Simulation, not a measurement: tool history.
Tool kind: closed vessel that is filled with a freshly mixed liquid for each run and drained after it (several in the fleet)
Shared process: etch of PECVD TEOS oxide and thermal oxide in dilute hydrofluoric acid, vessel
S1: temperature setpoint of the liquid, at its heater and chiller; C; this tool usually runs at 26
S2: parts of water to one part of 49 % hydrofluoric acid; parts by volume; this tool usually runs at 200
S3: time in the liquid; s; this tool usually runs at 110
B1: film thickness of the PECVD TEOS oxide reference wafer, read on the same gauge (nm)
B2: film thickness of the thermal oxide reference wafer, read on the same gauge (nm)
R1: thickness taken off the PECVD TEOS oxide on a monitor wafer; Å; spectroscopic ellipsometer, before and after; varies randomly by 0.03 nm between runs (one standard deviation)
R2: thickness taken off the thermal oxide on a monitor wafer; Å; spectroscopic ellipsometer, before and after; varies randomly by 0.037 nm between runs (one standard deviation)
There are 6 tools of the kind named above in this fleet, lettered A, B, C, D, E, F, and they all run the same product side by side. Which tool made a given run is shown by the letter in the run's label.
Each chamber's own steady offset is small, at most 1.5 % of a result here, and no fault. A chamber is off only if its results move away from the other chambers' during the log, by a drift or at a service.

run	hour	S1	S2	S3	B1	B2	R1	R2
1B	10	26	200	110	109.99	49.994	79.849	24.196
# hour 18.6: chamber C: thermometer replaced
2D	25.1	26	200	110	110	50.02	78.637	24.099
3F	32.7	26	200	110	109.97	50.007	78.487	24.183
4E	47.8	26	200	110	109.99	49.997	79.172	24.343
5C	60.3	26	200	110	109.98	50.006	80.806	24.53
6A	71.2	26	200	110	109.96	50.011	80.057	23.937
7D	81.5	26	200	110	110.02	49.995	79.548	24.976
8F	91.5	26	200	110	110	50.004	78.671	24.128
9E	104.3	26	200	110	110	50.01	78.974	24.275
10C	111.6	26	200	110	110.01	50.014	80.762	24.357
11B	125.3	26	200	110	110	49.998	79.747	24.425
12A	132.6	26	200	110	109.99	49.984	79.937	24.168
13A	145.1	26	200	110	109.97	49.99	79.802	24.028
14B	160.3	27.5	245	110	110	50.01	65.14	19.275
15E	176.4	27.5	245	110	109.99	49.999	64.934	19.774
16D	191.6	27.5	245	110	109.99	49.982	64.806	20.057
17C	205.6	27.5	245	110	109.99	49.989	66.084	20.255
18F	212.8	27.5	245	110	110.01	50.002	64.127	20.248
19E	222.9	27.5	245	110	110.02	49.993	65.062	20.059
20B	236.4	26	200	110	110	50.005	79.676	23.738
21C	252.5	26	200	110	110	50.007	80.156	23.696
22F	264.8	26	290	170	110	49.986	76.479	23.196
# hour 273.3: chamber E: hydrofluoric acid flow meter replaced
23A	280.2	26	290	170	109.96	50.012	78.219	23.547
24D	287.4	26	290	170	109.98	50.007	76.018	23.588
25F	303.4	26	290	170	109.99	50.002	75.331	23.639
26A	315	26	290	170	109.99	50.015	77.464	23.625
27E	322.4	26	290	170	109.99	49.997	76.826	23.388
28B	331.7	26	200	110	109.99	49.992	79.452	23.764
29C	343.3	26	280	110	110.01	49.997	52.828	16.194
30D	358.8	26	280	110	110.02	49.993	51.605	15.911
31A	370.6	26	280	110	109.98	50.009	52.627	15.432
32C	379.1	26	280	110	109.99	50.006	53.12	16.131
33D	395.4	26	280	110	110.01	49.995	51.627	15.619
34E	403	26	280	110	109.98	49.995	52.329	15.421
35F	411.8	26	200	110	110.01	50.001	78.58	24.473
36B	420.5	26	200	110	110	50.007	79.536	24.628
# hour 426.6: chamber C: hydrofluoric acid flow meter replaced
37B	430.9	26	200	110	110.01	50.002	80.026	23.125
38C	443	26	200	110	110.01	50.005	80.357	24.165
39A	458.2	26	200	110	110.01	49.999	79.774	24.067

Has any chamber moved away from the others, gradually or after a service, or does the common gauge drift, or do the chambers differ only by their own small steady offsets? State the chamber and the most likely cause if one applies.

No chamber is off and the gauge is stable; the differences are just each chamber's small, constant offset.

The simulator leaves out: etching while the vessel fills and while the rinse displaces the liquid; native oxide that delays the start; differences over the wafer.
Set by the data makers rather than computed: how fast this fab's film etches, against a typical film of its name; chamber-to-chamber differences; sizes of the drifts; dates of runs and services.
